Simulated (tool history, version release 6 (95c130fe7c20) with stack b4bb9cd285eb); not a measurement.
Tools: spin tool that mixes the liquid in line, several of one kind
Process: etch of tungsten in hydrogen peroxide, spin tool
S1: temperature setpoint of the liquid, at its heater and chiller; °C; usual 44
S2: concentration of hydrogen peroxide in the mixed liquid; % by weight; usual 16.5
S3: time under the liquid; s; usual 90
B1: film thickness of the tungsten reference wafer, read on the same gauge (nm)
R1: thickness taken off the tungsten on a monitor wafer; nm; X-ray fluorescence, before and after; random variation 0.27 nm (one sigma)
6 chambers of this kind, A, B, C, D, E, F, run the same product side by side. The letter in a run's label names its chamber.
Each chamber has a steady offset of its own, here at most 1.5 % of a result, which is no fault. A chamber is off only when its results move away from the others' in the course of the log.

run	hour	S1	S2	S3	B1	R1
1F	5.9	44	16.5	90	110.02	48.037
2B	9.6	44	16.5	90	110.01	46.883
3A	13.6	44	16.5	90	110.02	48.239
4C	17.6	44	16.5	90	110	47.484
5D	23.1	44	16.5	90	110.01	47.231
6E	27.6	44	16.5	90	109.99	47.304
7C	30.6	44	16.5	90	110.02	46.989
8D	33.9	44	16.5	90	109.97	47.275
9E	37.7	44	16.5	90	110.01	47.578
10F	41.3	44	16.5	90	109.95	47.638
11B	45	44	16.5	90	110.03	47.092
12A	49.4	44	16.5	90	109.99	47.893
13B	52.2	44	16.5	90	110	46.167
14A	57	44	16.5	90	109.96	47.499
15F	62.5	44	16.5	90	110	47.849
# hour 67.4: chamber A: thermometer replaced
16E	67.5	37.5	16.5	90	110	31.219
17C	70.2	37.5	16.5	90	110.01	30.738
18D	74.1	37.5	16.5	90	109.98	30.494
# hour 74.7: chamber E: heated supply line repaired
19D	76.9	37.5	16.5	90	109.98	31.185
20E	82.2	37.5	16.5	90	110	31.327
21F	88.3	37.5	16.5	90	110.01	31.231
22C	92.9	44	16.5	90	109.99	47.046
23A	95.7	44	16.5	90	110.01	47.785
24B	99.6	44	16.5	90	109.99	47.015
25C	103.6	44	16.5	90	109.99	46.798
26E	107.6	44	16.5	90	109.98	47.223
27D	113.2	44	16.5	90	109.97	46.927
28B	117.5	44	16.5	90	109.97	46.866
# hour 120.3: chamber E: new drum of peroxide connected
29A	121.9	44	16.5	90	109.97	47.596
30F	126.3	44	16.5	90	109.99	48.192
31D	132.4	44	16.5	90	109.99	46.218
32F	136.3	44	16.5	90	109.99	48.336
33B	139.7	44	16.5	90	109.95	47.132
34A	142.3	44	16.5	90	109.98	48.184
# hour 144.7: chamber C: peroxide flow meter replaced
35E	148.5	44	18.5	90	109.98	50.754
36C	152.4	44	18.5	90	110	49.968
# hour 157.2: chamber E: peroxide flow meter replaced
37F	158.5	44	18.5	90	110.05	50.936
38A	162.6	44	18.5	90	109.99	50.743
39C	168.1	44	18.5	90	110.02	50.32
40E	173.2	44	18.5	90	110.01	50.207
41D	178.4	44	16.5	90	109.99	46.159
42B	184.4	44	16.5	90	109.98	47.058

Next, every chamber runs the same settings. What will each give?
43A	188.8	44	21	90		?
43B	188.8	44	21	90		?
43C	188.8	44	21	90		?
43D	188.8	44	21	90		?
43E	188.8	44	21	90		?
43F	188.8	44	21	90		?

run	R1
43A	54.147
43B	53.168
43C	53.861
43D	52.636
43E	53.255
43F	53.726
